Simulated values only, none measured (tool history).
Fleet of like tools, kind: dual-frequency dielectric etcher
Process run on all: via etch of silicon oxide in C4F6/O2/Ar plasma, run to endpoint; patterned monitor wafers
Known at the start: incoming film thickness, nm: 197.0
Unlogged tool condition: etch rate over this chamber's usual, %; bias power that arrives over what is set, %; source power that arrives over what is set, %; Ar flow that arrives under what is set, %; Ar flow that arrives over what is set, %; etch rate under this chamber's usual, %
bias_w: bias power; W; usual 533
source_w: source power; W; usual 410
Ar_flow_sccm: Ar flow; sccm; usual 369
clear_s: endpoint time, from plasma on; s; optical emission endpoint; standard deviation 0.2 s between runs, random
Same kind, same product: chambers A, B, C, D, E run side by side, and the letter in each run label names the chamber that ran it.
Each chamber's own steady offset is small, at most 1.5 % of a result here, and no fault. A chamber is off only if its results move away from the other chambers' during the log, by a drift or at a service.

| run | hour | bias_w | source_w | Ar_flow_sccm | hours since the last wet clean | hours since the last bias power generator calibration | hours since the last source power generator calibration | hours since the last Ar flow controller change | clear_s |
|---|---|---|---|---|---|---|---|---|---|
| 1D | 3.2 | 533 | 410 | 369 | 436.4 | 2877.5 | 186.1 | 827.2 | 42.432 |
| 2C | 9.7 | 533 | 410 | 369 | 114.3 | 1769.9 | 58.6 | 1796.6 | 43.215 |
| 3E | 13.2 | 533 | 410 | 369 | 480.7 | 565.9 | 990.9 | 2423.5 | 42.966 |
| 4A | 19.7 | 533 | 410 | 369 | 383.6 | 107.2 | 908.5 | 1923.0 | 43.508 |
|  | 25.1 | chamber D: wet clean of the chamber |
| 5B | 25.3 | 533 | 410 | 369 | 361.1 | 2828.7 | 61.2 | 2307.9 | 43.066 |
| 6D | 29.1 | 533 | 410 | 369 | 4.0 | 2903.4 | 212.0 | 853.1 | 42.896 |
| 7B | 32.5 | 533 | 410 | 369 | 368.3 | 2835.9 | 68.4 | 2315.1 | 42.919 |
| 8A | 36.0 | 533 | 410 | 369 | 399.9 | 123.5 | 924.8 | 1939.3 | 43.923 |
| 9E | 42.3 | 533 | 410 | 369 | 509.8 | 595.0 | 1020.0 | 2452.6 | 43.180 |
|  | 45.8 | chamber A: wet clean of the chamber |
| 10C | 48.6 | 632 | 410 | 369 | 153.2 | 1808.8 | 97.5 | 1835.5 | 40.846 |
|  | 48.7 | chamber E: wet clean of the chamber |
| 11E | 55.0 | 632 | 410 | 369 | 6.3 | 607.7 | 1032.7 | 2465.3 | 40.608 |
| 12C | 61.5 | 632 | 410 | 369 | 166.1 | 1821.7 | 110.4 | 1848.4 | 40.559 |
| 13D | 68.3 | 632 | 410 | 369 | 43.2 | 2942.6 | 251.2 | 892.3 | 40.011 |
| 14A | 72.9 | 632 | 410 | 369 | 27.1 | 160.4 | 961.7 | 1976.2 | 40.680 |
| 15B | 79.1 | 533 | 410 | 406 | 414.9 | 2882.5 | 115.0 | 2361.7 | 43.363 |
| 16C | 83.5 | 533 | 410 | 406 | 188.1 | 1843.7 | 132.4 | 1870.4 | 43.554 |
| 17D | 88.6 | 533 | 410 | 406 | 63.5 | 2962.9 | 271.5 | 912.6 | 43.014 |
| 18A | 93.0 | 533 | 410 | 406 | 47.2 | 180.5 | 981.8 | 1996.3 | 43.918 |
| 19E | 96.7 | 533 | 410 | 406 | 48.0 | 649.4 | 1074.4 | 2507.0 | 43.051 |
| 20B | 103.7 | 533 | 340 | 312 | 439.5 | 2907.1 | 139.6 | 2386.3 | 45.169 |
| 21C | 108.7 | 533 | 340 | 312 | 213.3 | 1868.9 | 157.6 | 1895.6 | 45.266 |
| 22A | 113.5 | 533 | 340 | 312 | 67.7 | 201.0 | 1002.3 | 2016.8 | 45.443 |
| 23D | 119.7 | 533 | 340 | 312 | 94.6 | 2994.0 | 302.6 | 943.7 | 44.951 |
| 24E | 125.3 | 533 | 340 | 312 | 76.6 | 678.0 | 1103.0 | 2535.6 | 45.049 |
|  | 126.0 | chamber B: wet clean of the chamber |
| 25B | 132.3 | 533 | 410 | 369 | 6.4 | 2935.7 | 168.2 | 2414.9 | 42.789 |
| 26D | 138.2 | 533 | 410 | 369 | 113.1 | 3012.5 | 321.1 | 962.2 | 42.813 |
| 27A | 142.0 | 533 | 410 | 369 | 96.2 | 229.5 | 1030.8 | 2045.3 | 43.506 |
| 28C | 145.1 | 533 | 410 | 369 | 249.7 | 1905.3 | 194.0 | 1932.0 | 43.546 |
| 29E | 149.6 | 533 | 410 | 369 | 100.9 | 702.3 | 1127.3 | 2559.9 | 43.022 |
| 30B | 154.3 | 533 | 410 | 369 | 28.4 | 2957.7 | 190.2 | 2436.9 | 42.863 |
| 31D | 159.3 | 533 | 410 | 369 | 134.2 | 3033.6 | 342.2 | 983.3 | 42.456 |
| 32E | 163.2 | 533 | 410 | 369 | 114.5 | 715.9 | 1140.9 | 2573.5 | 42.600 |
| 33C | 166.9 | 533 | 410 | 369 | 271.5 | 1927.1 | 215.8 | 1953.8 | 43.608 |
| 34A | 171.9 | 533 | 410 | 369 | 126.1 | 259.4 | 1060.7 | 2075.2 | 43.314 |
| 35B | 178.6 | 533 | 410 | 369 | 52.7 | 2982.0 | 214.5 | 2461.2 | 42.853 |
| 36C | 182.1 | 533 | 410 | 404 | 286.7 | 1942.3 | 231.0 | 1969.0 | 43.480 |
| 37B | 189.2 | 533 | 410 | 404 | 63.3 | 2992.6 | 225.1 | 2471.8 | 43.258 |
| 38E | 195.6 | 533 | 410 | 404 | 146.9 | 748.3 | 1173.3 | 2605.9 | 43.421 |

All chambers now run identical settings, listed one chamber a line with results as question marks. What results will each chamber show?
| 39A | 200.6 | 573 | 410 | 369 |  |  |  |  | ? |
| 39B | 200.6 | 573 | 410 | 369 |  |  |  |  | ? |
| 39C | 200.6 | 573 | 410 | 369 |  |  |  |  | ? |
| 39D | 200.6 | 573 | 410 | 369 |  |  |  |  | ? |
| 39E | 200.6 | 573 | 410 | 369 |  |  |  |  | ? |

| run | clear_s |
|---|---|
| 39A | 42.351 |
| 39B | 41.801 |
| 39C | 41.820 |
| 39D | 41.894 |
| 39E | 41.656 |
